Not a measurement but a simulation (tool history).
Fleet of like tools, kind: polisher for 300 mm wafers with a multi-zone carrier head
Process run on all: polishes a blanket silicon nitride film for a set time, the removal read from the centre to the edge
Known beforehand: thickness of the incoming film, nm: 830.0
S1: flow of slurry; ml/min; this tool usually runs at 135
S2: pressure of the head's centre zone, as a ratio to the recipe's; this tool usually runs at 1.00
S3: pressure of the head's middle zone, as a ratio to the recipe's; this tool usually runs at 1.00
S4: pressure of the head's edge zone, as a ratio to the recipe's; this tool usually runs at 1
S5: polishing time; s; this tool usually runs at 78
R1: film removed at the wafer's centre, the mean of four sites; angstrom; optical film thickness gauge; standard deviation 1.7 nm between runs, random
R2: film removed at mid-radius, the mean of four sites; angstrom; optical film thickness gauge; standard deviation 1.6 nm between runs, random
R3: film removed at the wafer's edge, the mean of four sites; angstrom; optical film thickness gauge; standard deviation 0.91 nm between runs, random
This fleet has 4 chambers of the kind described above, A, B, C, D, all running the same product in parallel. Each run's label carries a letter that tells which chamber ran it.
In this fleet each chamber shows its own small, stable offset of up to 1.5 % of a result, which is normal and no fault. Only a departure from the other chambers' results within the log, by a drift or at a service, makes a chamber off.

run	day	S1	S2	S3	S4	S5	R1	R2	R3
# day 0.008: chamber C: worn pad replaced by a new one
1C	0.454	135	1.00	1.00	1	78	1247.90	1243.80	1270.70
2A	0.854	135	1.00	1.00	1	78	1244.40	1235.30	1254.50
# day 0.888: chamber D: slurry nozzle cleaned
3D	1.175	135	1.00	1.00	1	78	1265.50	1265.30	1243.40
4B	1.567	135	1.00	1.00	1	78	1236.80	1240.40	1254.80
5B	2.008	135	1.00	1.08	1	78	1225.20	1337.40	1228.90
# day 2.033: chamber B: worn pad replaced by a new one
6D	2.304	135	1.00	1.08	1	78	1283.50	1352.00	1253.30
# day 2.879: chamber D: worn pad replaced by a new one
7A	2.929	135	1.00	1.08	1	78	1234.70	1341.50	1253.90
# day 3.267: chamber C: worn pad replaced by a new one
8C	3.404	135	1.00	1.08	1	78	1239.70	1321.80	1270.20
9C	3.721	180	1.12	1.00	1	78	1520.70	1338.50	1300.40
10B	4.317	180	1.12	1.00	1	78	1465.50	1332.30	1295.10
# day 4.521: chamber A: edge zone pressure recalibrated
11A	4.846	180	1.12	1.00	1	78	1454.00	1322.20	1283.10
# day 4.858: chamber B: worn pad replaced by a new one
# day 5.162: chamber B: slurry nozzle cleaned
12D	5.358	180	1.12	1.00	1	78	1487.50	1321.40	1283.00
13A	5.858	135	1.00	1.00	1	78	1233.40	1260.00	1257.60
# day 6.150: chamber D: worn pad replaced by a new one
14B	6.179	135	1.00	1.00	1	78	1231.60	1256.90	1253.40
# day 6.671: chamber C: worn pad replaced by a new one
# day 6.754: chamber D: centre zone pressure recalibrated
15D	6.758	135	1.00	1.00	1	78	1218.00	1267.00	1241.60
16C	7.408	135	1.00	1.00	1	78	1247.60	1222.60	1256.30
17C	7.717	135	1.00	1.00	1	78	1256.10	1249.90	1262.50
# day 8.033: chamber B: worn pad replaced by a new one
18A	8.033	165	1.00	0.91	1	78	1311.40	1196.80	1274.00
19D	8.438	165	1.00	0.91	1	78	1309.70	1192.50	1292.00
# day 8.625: chamber A: slurry nozzle cleaned
20B	9.021	165	1.00	0.91	1	78	1311.20	1167.20	1283.30
# day 9.229: chamber D: worn pad replaced by a new one
21C	9.338	165	1.00	0.91	1	78	1313.30	1184.10	1297.40
# day 9.642: chamber C: worn pad replaced by a new one
22B	9.833	135	1.00	1.00	1	78	1258.80	1276.40	1238.60
23A	10.400	135	1.00	1.00	1	78	1221.90	1201.70	1205.40
24D	10.758	135	1.00	1.00	1	78	1242.20	1247.70	1228.90
25D	11.425	135	1.00	1.00	1	78	1245.20	1263.10	1235.00
# day 11.517: chamber B: worn pad replaced by a new one
26B	11.738	135	1.00	1.00	1	78	1247.10	1253.70	1234.20
27A	12.225	135	0.95	1.00	1	65	938.50	991.33	998.00
28C	12.571	135	0.95	1.00	1	65	987.46	1043.30	1060.80
# day 12.717: chamber D: worn pad replaced by a new one
# day 12.792: chamber C: worn pad replaced by a new one
29B	12.946	135	0.95	1.00	1	65	965.55	1066.20	1041.40
30A	13.358	135	0.95	1.00	1	65	919.41	974.40	982.84
# day 13.483: chamber D: slurry nozzle cleaned
31C	13.842	135	1.00	1.00	1	78	1239.70	1257.00	1269.00
32D	14.317	135	1.00	1.00	1	78	1240.30	1254.20	1242.00
33C	14.612	135	1.00	1.00	1	78	1237.40	1264.10	1263.10
# day 14.821: chamber B: worn pad replaced by a new one
34A	14.942	100	1.00	1.00	1	78	1074.30	1093.50	1103.90
35D	15.462	100	1.00	1.00	1	78	1167.50	1173.20	1195.00
# day 16.071: chamber C: worn pad replaced by a new one
36B	16.125	100	1.00	1.00	1	78	1130.10	1153.20	1170.70
37C	16.521	100	1.00	1.00	1	78	1145.80	1172.20	1195.90

For the next run the whole fleet of 4 chambers uses the same settings. Give each chamber's results:
38A	17.008	135	1.00	1.00	1	78	?	?	?
38B	17.008	135	1.00	1.00	1	78	?	?	?
38C	17.008	135	1.00	1.00	1	78	?	?	?
38D	17.008	135	1.00	1.00	1	78	?	?	?

run	R1	R2	R3
38A	1140.60	1131.10	1147.90
38B	1247.00	1262.00	1249.10
38C	1240.50	1244.90	1270.00
38D	1270.60	1252.90	1238.60
